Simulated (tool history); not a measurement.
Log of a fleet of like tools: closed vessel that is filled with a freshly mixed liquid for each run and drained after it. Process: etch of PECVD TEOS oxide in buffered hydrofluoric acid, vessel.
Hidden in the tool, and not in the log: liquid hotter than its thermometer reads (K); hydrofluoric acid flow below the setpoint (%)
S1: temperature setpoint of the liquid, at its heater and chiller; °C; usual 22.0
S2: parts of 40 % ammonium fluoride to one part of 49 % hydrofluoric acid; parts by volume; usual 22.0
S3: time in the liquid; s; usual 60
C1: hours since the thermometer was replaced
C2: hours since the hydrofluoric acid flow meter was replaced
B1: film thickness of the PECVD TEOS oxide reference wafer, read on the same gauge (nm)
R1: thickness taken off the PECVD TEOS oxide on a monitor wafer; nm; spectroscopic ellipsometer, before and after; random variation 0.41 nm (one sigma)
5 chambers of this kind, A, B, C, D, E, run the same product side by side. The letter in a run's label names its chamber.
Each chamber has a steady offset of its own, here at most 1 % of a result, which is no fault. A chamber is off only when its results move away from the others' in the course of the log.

run     day    S1    S2  S3      C1      C2      B1      R1
 1E   0.221  22.0  22.0  60  1624.1   808.0  139.98  57.381
 2A   0.550  22.0  22.0  60  2111.2   819.9  140.01  56.394
 3C   0.942  22.0  22.0  60   583.9   250.2  139.97  57.639
 4D   1.142  22.0  22.0  60   215.6   377.5  140.02  57.239
 5B   1.388  19.0  22.0  60   962.9  1275.9  139.98  47.977
 6A   1.621  19.0  22.0  60  2136.9   845.6  140.01  48.150
 7D   1.854  19.0  22.0  60   232.7   394.6  140.02  47.830
 8E   2.112  19.0  22.0  60  1669.5   853.4  140.03  48.447
 9C   2.325  19.0  22.0  60   617.1   283.4  140.01  48.276
10B   2.658  25.5  26.5  60   993.4  1306.4  139.99  61.360
11E   2.850  25.5  26.5  60  1687.2   871.1  140.00  62.494
12C   3.075  25.5  26.5  60   635.1   301.4  139.99  60.111
      3.129  -- chamber A: hydrofluoric acid flow meter replaced
13A   3.338  25.5  26.5  60  2178.1     5.1  140.01  60.484
14B   3.550  25.5  26.5  60  1014.8  1327.8  140.03  61.541
15D   3.896  22.0  22.0  60   281.7   443.6  139.98  57.588
16A   4.171  22.0  22.0  60  2198.1    25.1  139.98  56.508
17D   4.346  22.0  22.0  60   292.5   454.4  140.01  57.855
      4.392  -- chamber A: thermometer replaced
18C   4.625  22.0  22.0  60   672.3   338.6  140.03  57.139
19B   4.817  22.0  22.0  60  1045.2  1358.2  139.99  57.373
20E   5.029  22.0  22.0  60  1739.5   923.4  140.02  59.146
21C   5.242  22.0  22.0  60   687.1   353.4  139.96  57.475
22D   5.412  22.0  22.0  60   318.1   480.0  140.01  58.095
23A   5.629  22.0  22.0  60    29.8    60.1  139.99  57.066
24B   5.958  22.0  22.0  60  1072.6  1385.6  140.04  57.169
25E   6.146  22.0  22.0  60  1766.3   950.2  140.02  59.768
26E   6.358  19.0  22.0  60  1771.4   955.3  139.96  50.871
      6.429  -- chamber B: hydrofluoric acid flow meter replaced
27B   6.658  19.0  22.0  60  1089.4     5.5  139.98  48.768
28A   6.967  19.0  22.0  60    61.9    92.2  140.02  48.312
29C   7.325  19.0  22.0  60   737.1   403.4  139.99  48.278
30D   7.529  19.0  22.0  60   368.9   530.8  140.02  48.532
31C   7.796  22.0  22.0  60   748.4   414.7  140.00  56.981
32B   8.179  22.0  22.0  60  1125.9    42.0  140.01  57.950
33A   8.471  22.0  22.0  60    98.0   128.3  139.97  57.580
34E   8.721  22.0  22.0  60  1828.1  1012.0  140.04  61.534
35D   8.921  22.0  22.0  60   402.3   564.2  140.00  57.105
36D   9.108  22.0  22.0  60   406.8   568.7  139.98  56.938
37E   9.446  22.0  22.0  60  1845.5  1029.4  139.95  61.759
38B   9.746  22.0  14.5  60  1163.5    79.6  139.99  83.716
39A  10.117  22.0  14.5  60   137.5   167.8  139.96  83.433
40C  10.438  22.0  14.5  60   811.8   478.1  140.00  83.305
41A  10.692  22.0  14.5  60   151.3   181.6  140.02  83.662

Is one chamber off against the others, does the gauge drift, or is nothing wrong? If a chamber is off, say which, and what the likeliest cause is.

Chamber E drifts away from the others.
Cause: liquid hotter than its thermometer reads (K) = 1.72.
The log may not tell that from: hydrofluoric acid flow above the setpoint (%).

Here are 4 candidates for chamber E's next run, each the usual settings with a change, their results left as question marks. Which one brings its results back in line with what the others give on the usual settings?
In line means no further than this from the other chambers' mean on the usual settings: R1 1.500 nm
42E-1  10.971  21.5  22.0  50               ?
42E-2  10.971  22.0  22.5  55               ?
42E-3  10.971  23.5  19.0  60               ?
42E-4  10.971  22.5  22.0  65               ?

The other chambers' mean on the usual settings: R1 57.273 nm
  run      R1
42E-1  51.274
42E-2  57.105
42E-3  77.265
42E-4  70.495
42E-2 brings the chamber back in line.
